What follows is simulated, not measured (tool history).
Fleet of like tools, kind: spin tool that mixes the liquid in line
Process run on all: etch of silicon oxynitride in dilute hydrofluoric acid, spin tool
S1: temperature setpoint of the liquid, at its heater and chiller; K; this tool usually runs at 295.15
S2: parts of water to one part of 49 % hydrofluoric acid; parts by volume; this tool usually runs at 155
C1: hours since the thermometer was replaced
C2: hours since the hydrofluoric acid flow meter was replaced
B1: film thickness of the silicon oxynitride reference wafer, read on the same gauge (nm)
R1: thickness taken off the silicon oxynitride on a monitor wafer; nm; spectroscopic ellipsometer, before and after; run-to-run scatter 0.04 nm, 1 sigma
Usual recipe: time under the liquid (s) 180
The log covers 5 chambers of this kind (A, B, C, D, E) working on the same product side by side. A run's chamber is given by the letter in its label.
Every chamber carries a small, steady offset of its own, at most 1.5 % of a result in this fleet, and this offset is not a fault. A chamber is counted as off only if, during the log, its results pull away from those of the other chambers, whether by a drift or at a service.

run 1E hour=4.6 | S1=295.15 S2=155 time_under_the_liquid_(s)=180 | C1=862.6 C2=854.8 | B1=140.02 | R1=1.4596
run 2C hour=8.6 | S1=295.15 S2=155 time_under_the_liquid_(s)=180 | C1=2339.2 C2=1205.8 | B1=140.01 | R1=1.4677
run 3A hour=12.1 | S1=295.15 S2=155 time_under_the_liquid_(s)=180 | C1=662.1 C2=883.5 | B1=139.99 | R1=1.4521
run 4D hour=16.5 | S1=295.15 S2=155 time_under_the_liquid_(s)=180 | C1=484 C2=446.4 | B1=139.96 | R1=1.3926
run 5B hour=19.9 | S1=295.15 S2=155 time_under_the_liquid_(s)=180 | C1=102.7 C2=414.4 | B1=140.01 | R1=1.4017
run 6D hour=23.4 | S1=295.15 S2=130 time_under_the_liquid_(s)=180 | C1=490.9 C2=453.3 | B1=140.01 | R1=1.7767
run 7E hour=26 | S1=295.15 S2=130 time_under_the_liquid_(s)=180 | C1=884 C2=876.2 | B1=140.03 | R1=1.7521
run 8B hour=30.9 | S1=295.15 S2=130 time_under_the_liquid_(s)=180 | C1=113.7 C2=425.4 | B1=139.98 | R1=1.7852
run 9C hour=35.8 | S1=295.15 S2=130 time_under_the_liquid_(s)=180 | C1=2366.4 C2=1233 | B1=140.02 | R1=1.7388
-- hour=37 chamber C: hydrofluoric acid flow meter replaced
run 10A hour=38.3 | S1=295.15 S2=130 time_under_the_liquid_(s)=180 | C1=688.3 C2=909.7 | B1=140.03 | R1=1.7563
run 11C hour=43.3 | S1=290.65 S2=155 time_under_the_liquid_(s)=100 | C1=2373.9 C2=6.4 | B1=140 | R1=0.65834
run 12E hour=45.9 | S1=290.65 S2=155 time_under_the_liquid_(s)=100 | C1=903.9 C2=896.1 | B1=139.96 | R1=0.65626
run 13B hour=50.7 | S1=290.65 S2=155 time_under_the_liquid_(s)=100 | C1=133.5 C2=445.2 | B1=140.02 | R1=0.70096
run 14D hour=55.2 | S1=290.65 S2=155 time_under_the_liquid_(s)=100 | C1=522.7 C2=485.1 | B1=139.99 | R1=0.69594
run 15A hour=58.5 | S1=290.65 S2=155 time_under_the_liquid_(s)=100 | C1=708.5 C2=929.9 | B1=140 | R1=0.62558
run 16A hour=62.6 | S1=295.15 S2=155 time_under_the_liquid_(s)=180 | C1=712.6 C2=934 | B1=140.02 | R1=1.4528
run 17E hour=67.3 | S1=295.15 S2=155 time_under_the_liquid_(s)=180 | C1=925.3 C2=917.5 | B1=140.02 | R1=1.4782
run 18B hour=69.9 | S1=295.15 S2=155 time_under_the_liquid_(s)=180 | C1=152.7 C2=464.4 | B1=140.02 | R1=1.4116
run 19C hour=75 | S1=295.15 S2=155 time_under_the_liquid_(s)=180 | C1=2405.6 C2=38.1 | B1=140 | R1=1.4965
run 20D hour=77.6 | S1=295.15 S2=155 time_under_the_liquid_(s)=180 | C1=545.1 C2=507.5 | B1=139.98 | R1=1.4306
run 21D hour=82 | S1=297.15 S2=85 time_under_the_liquid_(s)=180 | C1=549.5 C2=511.9 | B1=139.97 | R1=3.0477
run 22E hour=86.1 | S1=297.15 S2=85 time_under_the_liquid_(s)=180 | C1=944.1 C2=936.3 | B1=140 | R1=3.0071
run 23B hour=89.3 | S1=297.15 S2=85 time_under_the_liquid_(s)=180 | C1=172.1 C2=483.8 | B1=139.98 | R1=3.0738
run 24C hour=92.7 | S1=297.15 S2=85 time_under_the_liquid_(s)=180 | C1=2423.3 C2=55.8 | B1=140 | R1=3.004
run 25A hour=96.4 | S1=297.15 S2=85 time_under_the_liquid_(s)=180 | C1=746.4 C2=967.8 | B1=140.04 | R1=3.1496
run 26C hour=100 | S1=295.15 S2=155 time_under_the_liquid_(s)=180 | C1=2430.6 C2=63.1 | B1=140 | R1=1.4875
run 27B hour=102.6 | S1=295.15 S2=155 time_under_the_liquid_(s)=180 | C1=185.4 C2=497.1 | B1=140 | R1=1.5321
run 28E hour=105.5 | S1=290.65 S2=155 time_under_the_liquid_(s)=115 | C1=963.5 C2=955.7 | B1=140.05 | R1=0.72183
run 29D hour=108.1 | S1=290.65 S2=155 time_under_the_liquid_(s)=115 | C1=575.6 C2=538 | B1=140 | R1=0.7622
run 30A hour=112.5 | S1=290.65 S2=155 time_under_the_liquid_(s)=115 | C1=762.5 C2=983.9 | B1=139.99 | R1=0.74392
run 31C hour=117.7 | S1=290.65 S2=155 time_under_the_liquid_(s)=115 | C1=2448.3 C2=80.8 | B1=139.98 | R1=0.74104
run 32D hour=121 | S1=290.65 S2=155 time_under_the_liquid_(s)=115 | C1=588.5 C2=550.9 | B1=139.99 | R1=0.73236
run 33A hour=124.5 | S1=295.15 S2=155 time_under_the_liquid_(s)=180 | C1=774.5 C2=995.9 | B1=139.98 | R1=1.4159
run 34B hour=127.3 | S1=295.15 S2=155 time_under_the_liquid_(s)=180 | C1=210.1 C2=521.8 | B1=140.01 | R1=1.4684
run 35E hour=131.6 | S1=295.15 S2=155 time_under_the_liquid_(s)=180 | C1=989.6 C2=981.8 | B1=140.02 | R1=1.3917
run 36A hour=134 | S1=295.15 S2=155 time_under_the_liquid_(s)=180 | C1=784 C2=1005.4 | B1=139.95 | R1=1.4527
run 37C hour=136.6 | S1=295.15 S2=155 time_under_the_liquid_(s)=180 | C1=2467.2 C2=99.7 | B1=140 | R1=1.508
run 38B hour=141.8 | S1=295.15 S2=155 time_under_the_liquid_(s)=180 | C1=224.6 C2=536.3 | B1=140 | R1=1.4464

The same settings go to every chamber for the next run, one line per chamber below. Forecast the results for each:
run 39A hour=145.5 | S1=295.15 S2=225 time_under_the_liquid_(s)=180 | R1=?
run 39B hour=145.5 | S1=295.15 S2=225 time_under_the_liquid_(s)=180 | R1=?
run 39C hour=145.5 | S1=295.15 S2=225 time_under_the_liquid_(s)=180 | R1=?
run 39D hour=145.5 | S1=295.15 S2=225 time_under_the_liquid_(s)=180 | R1=?
run 39E hour=145.5 | S1=295.15 S2=225 time_under_the_liquid_(s)=180 | R1=?

run=39A R1=0.97522
run=39B R1=0.98952
run=39C R1=0.91919
run=39D R1=0.9876
run=39E R1=0.94471
